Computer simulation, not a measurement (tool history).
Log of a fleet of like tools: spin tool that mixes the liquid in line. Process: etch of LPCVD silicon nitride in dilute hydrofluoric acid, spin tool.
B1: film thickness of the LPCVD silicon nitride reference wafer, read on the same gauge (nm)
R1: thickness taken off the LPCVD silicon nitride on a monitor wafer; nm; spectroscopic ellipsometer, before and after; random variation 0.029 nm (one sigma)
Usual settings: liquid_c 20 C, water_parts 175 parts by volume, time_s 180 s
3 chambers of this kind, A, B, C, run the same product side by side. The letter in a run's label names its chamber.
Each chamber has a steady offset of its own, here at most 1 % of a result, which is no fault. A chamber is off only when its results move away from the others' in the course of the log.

-- hour=6 chamber B: thermometer replaced
run 1A hour=7.3 | liquid_c=20 water_parts=175 time_s=180 | B1=60.006 | R1=0.37926
run 2C hour=16.6 | liquid_c=20 water_parts=175 time_s=180 | B1=59.996 | R1=0.3147
run 3B hour=25.9 | liquid_c=20 water_parts=175 time_s=180 | B1=60.007 | R1=0.36846
run 4A hour=31.4 | liquid_c=20 water_parts=175 time_s=180 | B1=59.987 | R1=0.38094
run 5B hour=38.5 | liquid_c=20 water_parts=175 time_s=180 | B1=60.018 | R1=0.38701
run 6C hour=49.8 | liquid_c=20 water_parts=175 time_s=180 | B1=59.996 | R1=0.30713
-- hour=49.9 chamber C: hydrofluoric acid flow meter replaced
run 7C hour=56.9 | liquid_c=23.5 water_parts=225 time_s=180 | B1=59.985 | R1=0.3719
run 8A hour=68.8 | liquid_c=23.5 water_parts=225 time_s=180 | B1=60.004 | R1=0.35472
run 9B hour=77 | liquid_c=23.5 water_parts=225 time_s=180 | B1=60.01 | R1=0.37212
run 10C hour=86.3 | liquid_c=20 water_parts=175 time_s=180 | B1=60.005 | R1=0.38777
run 11A hour=97.6 | liquid_c=20 water_parts=175 time_s=180 | B1=60.012 | R1=0.38633
run 12B hour=105.3 | liquid_c=20 water_parts=175 time_s=180 | B1=60.01 | R1=0.3645
run 13A hour=116.1 | liquid_c=20 water_parts=175 time_s=180 | B1=60.016 | R1=0.36981
run 14B hour=125.7 | liquid_c=20 water_parts=175 time_s=180 | B1=59.994 | R1=0.39837
run 15C hour=133.7 | liquid_c=20 water_parts=175 time_s=180 | B1=59.991 | R1=0.35515
run 16C hour=145.3 | liquid_c=20 water_parts=175 time_s=180 | B1=60.004 | R1=0.40002
run 17B hour=153.5 | liquid_c=20 water_parts=175 time_s=180 | B1=59.977 | R1=0.40612
run 18A hour=165.6 | liquid_c=20 water_parts=175 time_s=180 | B1=59.978 | R1=0.35672
run 19C hour=172.2 | liquid_c=20 water_parts=175 time_s=180 | B1=59.999 | R1=0.34553
run 20B hour=178.6 | liquid_c=20 water_parts=175 time_s=180 | B1=59.983 | R1=0.40284
run 21A hour=187 | liquid_c=20 water_parts=175 time_s=180 | B1=59.999 | R1=0.37324
run 22B hour=194.8 | liquid_c=20 water_parts=175 time_s=180 | B1=60.016 | R1=0.3656
run 23A hour=205.2 | liquid_c=20 water_parts=175 time_s=180 | B1=59.986 | R1=0.3429
run 24C hour=216.4 | liquid_c=20 water_parts=175 time_s=180 | B1=60.003 | R1=0.35752
run 25C hour=227.6 | liquid_c=20 water_parts=175 time_s=180 | B1=60.001 | R1=0.38318
run 26A hour=235.4 | liquid_c=20 water_parts=175 time_s=180 | B1=60.016 | R1=0.42091
run 27B hour=245.2 | liquid_c=20 water_parts=175 time_s=180 | B1=60.008 | R1=0.42144
run 28C hour=254.8 | liquid_c=20 water_parts=175 time_s=255 | B1=59.997 | R1=0.50661
run 29B hour=261.8 | liquid_c=20 water_parts=175 time_s=255 | B1=59.994 | R1=0.58796
run 30A hour=270.9 | liquid_c=20 water_parts=175 time_s=255 | B1=60.022 | R1=0.49655
run 31A hour=279.6 | liquid_c=20 water_parts=175 time_s=180 | B1=59.988 | R1=0.41066
run 32C hour=285.2 | liquid_c=20 water_parts=175 time_s=180 | B1=60.016 | R1=0.39662
-- hour=289.4 chamber B: hydrofluoric acid flow meter replaced
run 33B hour=295.7 | liquid_c=20 water_parts=175 time_s=180 | B1=59.993 | R1=0.3935
run 34A hour=306.7 | liquid_c=20 water_parts=175 time_s=180 | B1=59.99 | R1=0.41507
run 35B hour=312.6 | liquid_c=20 water_parts=175 time_s=180 | B1=59.999 | R1=0.37117
run 36C hour=323.4 | liquid_c=20 water_parts=175 time_s=230 | B1=59.971 | R1=0.48761
run 37C hour=331.9 | liquid_c=20 water_parts=175 time_s=230 | B1=59.987 | R1=0.48078

All 3 chambers run these settings next. Forecast each chamber's results:
run 38A hour=340.7 | liquid_c=20 water_parts=175 time_s=140 | R1=?
run 38B hour=340.7 | liquid_c=20 water_parts=175 time_s=140 | R1=?
run 38C hour=340.7 | liquid_c=20 water_parts=175 time_s=140 | R1=?

run=38A R1=0.31581
run=38B R1=0.27045
run=38C R1=0.27563
